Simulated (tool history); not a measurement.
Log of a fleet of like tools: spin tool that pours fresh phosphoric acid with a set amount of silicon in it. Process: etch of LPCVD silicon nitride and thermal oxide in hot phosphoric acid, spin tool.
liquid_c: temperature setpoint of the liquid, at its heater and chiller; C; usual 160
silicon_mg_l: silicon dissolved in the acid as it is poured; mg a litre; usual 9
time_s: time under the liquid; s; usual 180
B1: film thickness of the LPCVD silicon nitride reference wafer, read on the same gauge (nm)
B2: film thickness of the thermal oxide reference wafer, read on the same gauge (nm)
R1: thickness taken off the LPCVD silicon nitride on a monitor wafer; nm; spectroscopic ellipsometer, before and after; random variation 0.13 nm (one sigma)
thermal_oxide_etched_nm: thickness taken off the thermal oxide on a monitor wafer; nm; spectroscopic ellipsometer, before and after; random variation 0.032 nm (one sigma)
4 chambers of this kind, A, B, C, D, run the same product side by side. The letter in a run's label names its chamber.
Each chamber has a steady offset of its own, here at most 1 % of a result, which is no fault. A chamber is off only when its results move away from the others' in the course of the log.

run 1C hour=8.5 | liquid_c=160 silicon_mg_l=9 time_s=180 | B1=109.97 B2=70.019 | R1=18.198 thermal_oxide_etched_nm=0.41209
run 2A hour=19 | liquid_c=160 silicon_mg_l=9 time_s=180 | B1=110.03 B2=70.014 | R1=18.525 thermal_oxide_etched_nm=0.4596
run 3D hour=32.4 | liquid_c=160 silicon_mg_l=9 time_s=180 | B1=110.02 B2=69.94 | R1=18.345 thermal_oxide_etched_nm=0.48297
run 4B hour=40 | liquid_c=160 silicon_mg_l=9 time_s=180 | B1=110.02 B2=70 | R1=18.087 thermal_oxide_etched_nm=0.43107
run 5D hour=52.6 | liquid_c=160 silicon_mg_l=9 time_s=180 | B1=109.98 B2=70.009 | R1=18.139 thermal_oxide_etched_nm=0.40824
run 6C hour=61.5 | liquid_c=160 silicon_mg_l=9 time_s=180 | B1=109.98 B2=69.968 | R1=18.538 thermal_oxide_etched_nm=0.42288
run 7B hour=72.6 | liquid_c=160 silicon_mg_l=9 time_s=180 | B1=110.02 B2=70.028 | R1=18.218 thermal_oxide_etched_nm=0.44294
run 8A hour=86 | liquid_c=160 silicon_mg_l=4.5 time_s=85 | B1=109.97 B2=70.007 | R1=8.7661 thermal_oxide_etched_nm=0.23927
run 9D hour=95.3 | liquid_c=160 silicon_mg_l=4.5 time_s=85 | B1=109.96 B2=70.015 | R1=8.4868 thermal_oxide_etched_nm=0.21578
run 10C hour=105.1 | liquid_c=160 silicon_mg_l=4.5 time_s=85 | B1=109.96 B2=70.01 | R1=8.5837 thermal_oxide_etched_nm=0.21433
-- hour=116.9 chamber A: dissolved silicon flow meter replaced
run 11A hour=118.1 | liquid_c=160 silicon_mg_l=4.5 time_s=85 | B1=110.01 B2=70.003 | R1=8.7245 thermal_oxide_etched_nm=0.23161
run 12B hour=125.7 | liquid_c=158 silicon_mg_l=9 time_s=265 | B1=110 B2=70.011 | R1=24.898 thermal_oxide_etched_nm=0.52041
run 13A hour=135.8 | liquid_c=158 silicon_mg_l=9 time_s=265 | B1=109.98 B2=69.987 | R1=25.759 thermal_oxide_etched_nm=0.59373
run 14D hour=147 | liquid_c=158 silicon_mg_l=9 time_s=265 | B1=110.01 B2=70.008 | R1=24.661 thermal_oxide_etched_nm=0.58108
run 15B hour=159.1 | liquid_c=158 silicon_mg_l=9 time_s=265 | B1=109.99 B2=70.049 | R1=24.671 thermal_oxide_etched_nm=0.56649
-- hour=167.8 chamber A: thermometer replaced
run 16C hour=168 | liquid_c=160 silicon_mg_l=9 time_s=180 | B1=110.02 B2=69.994 | R1=18.404 thermal_oxide_etched_nm=0.3992
run 17A hour=182 | liquid_c=160 silicon_mg_l=9 time_s=180 | B1=110.01 B2=69.971 | R1=18.482 thermal_oxide_etched_nm=0.48078
run 18D hour=193.1 | liquid_c=160 silicon_mg_l=9 time_s=180 | B1=109.97 B2=70.028 | R1=17.357 thermal_oxide_etched_nm=0.44546
run 19C hour=207.1 | liquid_c=160 silicon_mg_l=9 time_s=180 | B1=110 B2=69.983 | R1=18.544 thermal_oxide_etched_nm=0.48354
run 20B hour=221 | liquid_c=160 silicon_mg_l=9 time_s=180 | B1=110.04 B2=70.017 | R1=18.251 thermal_oxide_etched_nm=0.50088
run 21B hour=236.1 | liquid_c=160 silicon_mg_l=9 time_s=180 | B1=109.98 B2=69.976 | R1=18.186 thermal_oxide_etched_nm=0.41668
run 22D hour=245.4 | liquid_c=160 silicon_mg_l=9 time_s=180 | B1=110.01 B2=70.022 | R1=17.161 thermal_oxide_etched_nm=0.36286
run 23C hour=253.7 | liquid_c=160 silicon_mg_l=9 time_s=180 | B1=110 B2=69.998 | R1=18.449 thermal_oxide_etched_nm=0.39189
run 24A hour=267.1 | liquid_c=160 silicon_mg_l=9 time_s=180 | B1=110.04 B2=69.983 | R1=18.375 thermal_oxide_etched_nm=0.42121
run 25B hour=281.7 | liquid_c=160 silicon_mg_l=9 time_s=180 | B1=110.01 B2=69.993 | R1=18.195 thermal_oxide_etched_nm=0.44928
run 26D hour=288.9 | liquid_c=160 silicon_mg_l=9 time_s=180 | B1=110.01 B2=70.01 | R1=16.873 thermal_oxide_etched_nm=0.35748
run 27C hour=297.1 | liquid_c=162 silicon_mg_l=3 time_s=180 | B1=109.99 B2=69.982 | R1=19.866 thermal_oxide_etched_nm=0.60107

Next, every chamber runs the same settings. What will each give?
run 28A hour=309 | liquid_c=160 silicon_mg_l=9 time_s=180 | R1=? thermal_oxide_etched_nm=?
run 28B hour=309 | liquid_c=160 silicon_mg_l=9 time_s=180 | R1=? thermal_oxide_etched_nm=?
run 28C hour=309 | liquid_c=160 silicon_mg_l=9 time_s=180 | R1=? thermal_oxide_etched_nm=?
run 28D hour=309 | liquid_c=160 silicon_mg_l=9 time_s=180 | R1=? thermal_oxide_etched_nm=?

run=28A R1=18.428 thermal_oxide_etched_nm=0.44627
run=28B R1=18.075 thermal_oxide_etched_nm=0.37206
run=28C R1=18.274 thermal_oxide_etched_nm=0.46335
run=28D R1=16.357 thermal_oxide_etched_nm=0.38073
